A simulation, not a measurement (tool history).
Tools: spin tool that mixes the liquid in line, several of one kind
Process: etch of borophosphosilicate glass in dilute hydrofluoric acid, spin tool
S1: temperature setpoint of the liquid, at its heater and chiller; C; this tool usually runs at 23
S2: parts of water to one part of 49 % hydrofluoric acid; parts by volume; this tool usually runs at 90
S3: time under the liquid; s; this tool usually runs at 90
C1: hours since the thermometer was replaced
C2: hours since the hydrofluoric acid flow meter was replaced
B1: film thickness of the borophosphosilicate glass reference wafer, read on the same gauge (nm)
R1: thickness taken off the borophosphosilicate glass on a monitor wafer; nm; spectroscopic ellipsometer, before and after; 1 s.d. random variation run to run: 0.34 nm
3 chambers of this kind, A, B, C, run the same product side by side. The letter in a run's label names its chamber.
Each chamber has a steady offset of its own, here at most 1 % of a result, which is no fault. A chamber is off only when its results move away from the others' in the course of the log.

run   hour  S1   S2  S3      C1      C2      B1      R1
 1C    8.0  23   90  90  1735.8   480.0  30.007  44.289
 2A   18.1  23   90  90   906.2   365.2  30.015  44.458
 3B   27.8  23   90  90   668.2  1770.6  30.005  44.793
 4A   38.5  23   90  90   926.6   385.6  29.991  44.237
 5B   48.7  23   90  90   689.1  1791.5  30.030  44.167
 6C   58.4  23   90  90  1786.2   530.4  29.979  44.901
 7C   73.6  23   90  90  1801.4   545.6  29.989  44.907
 8B   87.0  23   90  90   727.4  1829.8  29.997  44.133
 9A   97.3  23   90  90   985.4   444.4  29.991  43.963
10C  106.8  23   90  90  1834.6   578.8  30.018  44.398
11A  120.1  23   90  90  1008.2   467.2  30.004  44.084
     121.7  -- chamber B: hydrofluoric acid flow meter replaced
12B  130.4  23   90  90   770.8     8.8  30.001  43.949
13C  142.0  23   90  90  1869.8   614.0  30.012  44.868
14B  153.0  23   90  90   793.4    31.4  30.000  43.632
15A  168.5  23   90  90  1056.6   515.6  29.989  43.720
16A  181.9  23   90  90  1070.0   529.0  30.033  43.956
17B  192.2  23   90  90   832.6    70.6  30.032  43.989
18C  203.9  23   90  90  1931.7   675.9  29.980  44.648
19B  217.9  23   90  90   858.3    96.3  30.019  44.635
20C  230.1  23   90  90  1957.9   702.1  30.008  44.601
21A  237.9  23   90  90  1126.0   585.0  29.995  43.734
22C  248.3  23   90  90  1976.1   720.3  29.985  44.157
23A  259.7  23   90  90  1147.8   606.8  30.030  44.264
24B  267.6  25  130  90   908.0   146.0  30.031  31.419
25A  279.1  25  130  90  1167.2   626.2  29.994  31.102
26B  286.5  25  130  90   926.9   164.9  29.989  31.184
27C  294.2  23   90  90  2022.0   766.2  29.995  44.834
28B  304.3  23   90  90   944.7   182.7  29.995  44.331
29C  313.9  23   90  90  2041.7   785.9  29.988  44.131
30A  323.5  23   90  90  1211.6   670.6  30.036  43.770
31A  336.7  20   90  55  1224.8   683.8  30.026  23.837

Read the log: is a single chamber off, either drifting away or since a service, is the gauge that measures every chamber drifting, or is nothing wrong beyond small per-chamber offsets? Name any odd chamber and what most likely caused it.

No chamber is off and the gauge is stable; the differences are just each chamber's small, constant offset.
